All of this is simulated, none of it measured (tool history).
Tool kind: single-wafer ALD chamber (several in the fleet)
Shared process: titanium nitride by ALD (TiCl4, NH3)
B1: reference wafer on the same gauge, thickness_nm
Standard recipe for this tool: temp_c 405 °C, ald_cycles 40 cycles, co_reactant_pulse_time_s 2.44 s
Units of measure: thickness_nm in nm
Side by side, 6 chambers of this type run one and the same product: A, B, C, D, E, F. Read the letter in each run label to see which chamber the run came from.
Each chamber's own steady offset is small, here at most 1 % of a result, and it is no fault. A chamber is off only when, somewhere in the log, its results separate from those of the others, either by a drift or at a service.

{"run": "1F", "hour": 12.3, "temp_c": 405, "ald_cycles": 40, "co_reactant_pulse_time_s": 2.44, "B1": 0.98219, "thickness_nm": 0.87378}
{"run": "2C", "hour": 27.3, "temp_c": 405, "ald_cycles": 40, "co_reactant_pulse_time_s": 2.44, "B1": 0.98091, "thickness_nm": 0.88766}
{"run": "3D", "hour": 41.2, "temp_c": 405, "ald_cycles": 40, "co_reactant_pulse_time_s": 2.44, "B1": 0.98054, "thickness_nm": 0.88141}
{"run": "4B", "hour": 55.7, "temp_c": 405, "ald_cycles": 40, "co_reactant_pulse_time_s": 2.44, "B1": 0.98193, "thickness_nm": 0.89641}
{"run": "5A", "hour": 64.4, "temp_c": 405, "ald_cycles": 40, "co_reactant_pulse_time_s": 2.44, "B1": 0.97946, "thickness_nm": 0.89467}
{"run": "6E", "hour": 77.8, "temp_c": 405, "ald_cycles": 40, "co_reactant_pulse_time_s": 2.44, "B1": 0.98166, "thickness_nm": 0.90285}
{"run": "7F", "hour": 93.3, "temp_c": 405, "ald_cycles": 40, "co_reactant_pulse_time_s": 2.44, "B1": 0.9805, "thickness_nm": 0.88336}
{"hour": 101.8, "done": "chamber F: thermocouple changed; heater temperature recalibrated"}
{"run": "8E", "hour": 104.7, "temp_c": 405, "ald_cycles": 40, "co_reactant_pulse_time_s": 2.44, "B1": 0.9821, "thickness_nm": 0.89124}
{"hour": 115.4, "done": "chamber A: thermocouple changed; heater temperature recalibrated"}
{"run": "9D", "hour": 116.7, "temp_c": 405, "ald_cycles": 40, "co_reactant_pulse_time_s": 2.44, "B1": 0.98096, "thickness_nm": 0.88002}
{"run": "10C", "hour": 133.1, "temp_c": 405, "ald_cycles": 40, "co_reactant_pulse_time_s": 2.44, "B1": 0.98149, "thickness_nm": 0.89884}
{"run": "11A", "hour": 148.5, "temp_c": 405, "ald_cycles": 40, "co_reactant_pulse_time_s": 2.44, "B1": 0.98081, "thickness_nm": 0.87591}
{"run": "12B", "hour": 157.5, "temp_c": 405, "ald_cycles": 33, "co_reactant_pulse_time_s": 2.96, "B1": 0.98024, "thickness_nm": 0.74254}
{"run": "13D", "hour": 165.1, "temp_c": 405, "ald_cycles": 33, "co_reactant_pulse_time_s": 2.96, "B1": 0.98127, "thickness_nm": 0.73279}
{"run": "14E", "hour": 174.7, "temp_c": 405, "ald_cycles": 33, "co_reactant_pulse_time_s": 2.96, "B1": 0.98031, "thickness_nm": 0.74077}
{"run": "15B", "hour": 185.1, "temp_c": 405, "ald_cycles": 33, "co_reactant_pulse_time_s": 2.96, "B1": 0.98075, "thickness_nm": 0.75039}
{"run": "16F", "hour": 195.1, "temp_c": 405, "ald_cycles": 33, "co_reactant_pulse_time_s": 2.96, "B1": 0.97942, "thickness_nm": 0.73235}
{"run": "17A", "hour": 204.8, "temp_c": 405, "ald_cycles": 33, "co_reactant_pulse_time_s": 2.96, "B1": 0.98079, "thickness_nm": 0.73939}
{"run": "18C", "hour": 214.1, "temp_c": 405, "ald_cycles": 40, "co_reactant_pulse_time_s": 2.44, "B1": 0.98111, "thickness_nm": 0.88846}
{"run": "19E", "hour": 224.2, "temp_c": 405, "ald_cycles": 40, "co_reactant_pulse_time_s": 2.44, "B1": 0.98138, "thickness_nm": 0.89645}
{"run": "20D", "hour": 235.0, "temp_c": 405, "ald_cycles": 40, "co_reactant_pulse_time_s": 2.44, "B1": 0.98199, "thickness_nm": 0.89031}
{"run": "21F", "hour": 245.1, "temp_c": 405, "ald_cycles": 40, "co_reactant_pulse_time_s": 2.44, "B1": 0.98108, "thickness_nm": 0.87753}
{"run": "22C", "hour": 258.8, "temp_c": 405, "ald_cycles": 40, "co_reactant_pulse_time_s": 2.44, "B1": 0.98111, "thickness_nm": 0.89908}
{"run": "23B", "hour": 268.9, "temp_c": 405, "ald_cycles": 40, "co_reactant_pulse_time_s": 2.44, "B1": 0.98015, "thickness_nm": 0.89394}
{"run": "24A", "hour": 278.2, "temp_c": 405, "ald_cycles": 40, "co_reactant_pulse_time_s": 2.44, "B1": 0.98145, "thickness_nm": 0.89448}
{"run": "25F", "hour": 285.6, "temp_c": 405, "ald_cycles": 40, "co_reactant_pulse_time_s": 2.44, "B1": 0.98073, "thickness_nm": 0.88463}
{"run": "26B", "hour": 300.4, "temp_c": 405, "ald_cycles": 33, "co_reactant_pulse_time_s": 2.44, "B1": 0.98138, "thickness_nm": 0.74411}
{"run": "27C", "hour": 314.9, "temp_c": 405, "ald_cycles": 33, "co_reactant_pulse_time_s": 2.44, "B1": 0.9809, "thickness_nm": 0.73727}
{"run": "28D", "hour": 329.5, "temp_c": 405, "ald_cycles": 33, "co_reactant_pulse_time_s": 2.44, "B1": 0.9795, "thickness_nm": 0.73356}
{"hour": 335.8, "done": "chamber E: thermocouple changed; heater temperature recalibrated"}
{"run": "29E", "hour": 338.1, "temp_c": 405, "ald_cycles": 33, "co_reactant_pulse_time_s": 2.44, "B1": 0.97871, "thickness_nm": 0.73144}
{"run": "30A", "hour": 354.0, "temp_c": 405, "ald_cycles": 33, "co_reactant_pulse_time_s": 2.44, "B1": 0.98104, "thickness_nm": 0.7279}
{"run": "31A", "hour": 368.1, "temp_c": 405, "ald_cycles": 33, "co_reactant_pulse_time_s": 2.44, "B1": 0.98327, "thickness_nm": 0.72477}
{"run": "32C", "hour": 375.9, "temp_c": 405, "ald_cycles": 40, "co_reactant_pulse_time_s": 2.44, "B1": 0.98075, "thickness_nm": 0.8962}
{"run": "33B", "hour": 391.3, "temp_c": 405, "ald_cycles": 40, "co_reactant_pulse_time_s": 2.44, "B1": 0.98117, "thickness_nm": 0.89576}
{"run": "34D", "hour": 405.0, "temp_c": 405, "ald_cycles": 40, "co_reactant_pulse_time_s": 2.44, "B1": 0.98033, "thickness_nm": 0.89296}
{"run": "35E", "hour": 417.3, "temp_c": 405, "ald_cycles": 35, "co_reactant_pulse_time_s": 2.44, "B1": 0.98121, "thickness_nm": 0.77538}
{"run": "36F", "hour": 427.6, "temp_c": 405, "ald_cycles": 35, "co_reactant_pulse_time_s": 2.44, "B1": 0.98018, "thickness_nm": 0.7687}
{"run": "37D", "hour": 442.5, "temp_c": 405, "ald_cycles": 35, "co_reactant_pulse_time_s": 2.44, "B1": 0.9823, "thickness_nm": 0.78443}
{"run": "38A", "hour": 457.3, "temp_c": 405, "ald_cycles": 35, "co_reactant_pulse_time_s": 2.44, "B1": 0.98264, "thickness_nm": 0.77999}
{"run": "39E", "hour": 472.7, "temp_c": 405, "ald_cycles": 35, "co_reactant_pulse_time_s": 2.44, "B1": 0.98149, "thickness_nm": 0.78351}
{"run": "40F", "hour": 485.3, "temp_c": 405, "ald_cycles": 35, "co_reactant_pulse_time_s": 2.44, "B1": 0.98021, "thickness_nm": 0.76896}

Predict what each chamber gives when all 6 of them run the settings below next.
{"run": "41A", "hour": 497.3, "temp_c": 405, "ald_cycles": 40, "co_reactant_pulse_time_s": 2.44, "thickness_nm": "?"}
{"run": "41B", "hour": 497.3, "temp_c": 405, "ald_cycles": 40, "co_reactant_pulse_time_s": 2.44, "thickness_nm": "?"}
{"run": "41C", "hour": 497.3, "temp_c": 405, "ald_cycles": 40, "co_reactant_pulse_time_s": 2.44, "thickness_nm": "?"}
{"run": "41D", "hour": 497.3, "temp_c": 405, "ald_cycles": 40, "co_reactant_pulse_time_s": 2.44, "thickness_nm": "?"}
{"run": "41E", "hour": 497.3, "temp_c": 405, "ald_cycles": 40, "co_reactant_pulse_time_s": 2.44, "thickness_nm": "?"}
{"run": "41F", "hour": 497.3, "temp_c": 405, "ald_cycles": 40, "co_reactant_pulse_time_s": 2.44, "thickness_nm": "?"}

run=41A thickness_nm=0.88193
run=41B thickness_nm=0.89857
run=41C thickness_nm=0.89490
run=41D thickness_nm=0.89336
run=41E thickness_nm=0.88070
run=41F thickness_nm=0.88306

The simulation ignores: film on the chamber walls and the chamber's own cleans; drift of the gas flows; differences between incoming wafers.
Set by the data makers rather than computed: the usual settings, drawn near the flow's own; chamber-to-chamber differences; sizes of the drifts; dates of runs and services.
